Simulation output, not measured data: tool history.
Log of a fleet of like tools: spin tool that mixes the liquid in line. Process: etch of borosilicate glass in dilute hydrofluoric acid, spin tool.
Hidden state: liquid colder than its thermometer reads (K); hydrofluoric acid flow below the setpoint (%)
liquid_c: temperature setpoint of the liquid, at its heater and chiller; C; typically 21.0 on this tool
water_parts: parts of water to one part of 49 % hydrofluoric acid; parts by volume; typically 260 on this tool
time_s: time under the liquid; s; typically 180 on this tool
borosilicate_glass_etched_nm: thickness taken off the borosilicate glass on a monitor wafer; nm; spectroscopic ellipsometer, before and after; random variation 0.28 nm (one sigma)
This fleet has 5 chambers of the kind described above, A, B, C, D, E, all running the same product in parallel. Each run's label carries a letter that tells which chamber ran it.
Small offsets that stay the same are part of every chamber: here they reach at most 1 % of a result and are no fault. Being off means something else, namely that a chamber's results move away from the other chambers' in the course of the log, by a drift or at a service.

run	hour	liquid_c	water_parts	time_s	hours since the thermometer was replaced	hours since the hydrofluoric acid flow meter was replaced	read-back film thickness of the borosilicate glass reference wafer, read on the same gauge (nm)	borosilicate_glass_etched_nm
1A	6.0	21.0	260	180	118.6	863.2	110.01	29.025
2E	12.7	21.0	260	180	80.9	718.7	109.96	28.878
3C	17.7	21.0	260	180	2066.6	570.3	110.00	28.756
4D	22.0	21.0	260	180	365.3	658.2	109.95	28.881
5B	29.1	21.0	260	180	902.5	554.5	109.95	29.499
6E	33.2	21.0	260	180	101.4	739.2	110.02	28.493
7A	39.1	21.0	260	180	151.7	896.3	110.01	28.715
8D	42.8	21.0	260	180	386.1	679.0	109.98	29.201
# hour 44.4: chamber B: hydrofluoric acid flow meter replaced
9C	50.7	21.0	260	180	2099.6	603.3	110.00	28.583
10B	55.0	21.0	260	180	928.4	10.7	109.97	29.258
11B	62.4	21.0	260	180	935.8	18.1	110.03	29.640
12C	65.9	21.0	260	180	2114.8	618.5	110.05	28.495
13D	70.6	21.0	260	180	413.9	706.8	109.99	29.568
# hour 74.4: chamber C: thermometer replaced
14A	75.5	21.0	260	180	188.1	932.7	109.99	28.813
15E	80.3	21.0	260	180	148.5	786.3	110.04	28.797
16C	86.1	21.0	260	180	11.8	638.7	110.01	28.482
17E	92.6	22.5	260	180	160.8	798.6	110.00	30.437
18D	96.8	22.5	260	180	440.1	733.0	110.02	30.438
19B	101.0	22.5	260	180	974.4	56.7	110.01	30.718
20A	107.7	22.5	260	180	220.3	964.9	110.02	31.238
21C	113.4	22.5	260	180	39.1	666.0	110.00	30.062
22E	119.2	21.0	260	180	187.4	825.2	110.01	28.469
23B	127.1	21.0	260	180	1000.5	82.8	109.98	29.113
24A	131.5	21.0	260	180	244.1	988.7	109.99	29.229
# hour 132.5: chamber E: hydrofluoric acid flow meter replaced
25D	138.4	21.0	260	180	481.7	774.6	109.94	27.946
26D	144.8	21.0	260	180	488.1	781.0	109.99	28.126
27A	150.6	21.0	260	180	263.2	1007.8	110.04	29.363
28B	156.9	21.0	260	180	1030.3	112.6	110.00	28.929
29E	162.5	21.0	260	95	230.7	30.0	109.99	15.373
30C	168.6	21.0	260	95	94.3	721.2	110.03	15.180
31B	175.0	21.0	260	95	1048.4	130.7	110.02	15.257
32C	180.1	21.0	260	95	105.8	732.7	110.03	15.021
33E	185.5	21.0	260	95	253.7	53.0	110.00	15.334
34D	190.1	21.0	260	180	533.4	826.3	110.00	27.364
35A	197.1	21.0	260	180	309.7	1054.3	110.04	29.325
36B	202.1	19.5	260	180	1075.5	157.8	109.97	27.007
37A	205.8	19.5	260	180	318.4	1063.0	110.05	27.499
38E	212.1	19.5	260	180	280.3	79.6	110.03	27.459
39C	218.0	19.5	260	180	143.7	770.6	109.97	27.090
40D	223.7	19.5	260	180	567.0	859.9	110.01	25.181
41D	231.5	21.0	260	180	574.8	867.7	110.01	26.218

Is one chamber out of step, is the gauge drifting, or do the chambers differ by no more than their own small offsets? For an off chamber, give its letter and the likeliest cause.

It is chamber D that slowly wanders off from its peers.
Cause: liquid colder than its thermometer reads (K) = 2.29.
The log might look much the same if the cause were instead: hydrofluoric acid flow below the setpoint (%).

Chamber D could run next with any of the 4 candidate recipes listed below; each alters the usual settings, and their results appear as question marks. Which one brings its results back in line with what the other chambers deliver on the usual settings?
In-line tolerance around the mean of the other chambers on the usual settings: borosilicate_glass_etched_nm 0.960 nm
42D-1	237.2	21.0	250	185				?
42D-2	237.2	21.0	260	175				?
42D-3	237.2	21.0	270	175				?
42D-4	237.2	21.5	260	180				?

Usual-settings mean across the other chambers: borosilicate_glass_etched_nm 28.954 nm
run	borosilicate_glass_etched_nm
42D-1	28.720
42D-2	25.873
42D-3	24.679
42D-4	27.120
It is 42D-1 that realigns the chamber with its peers.
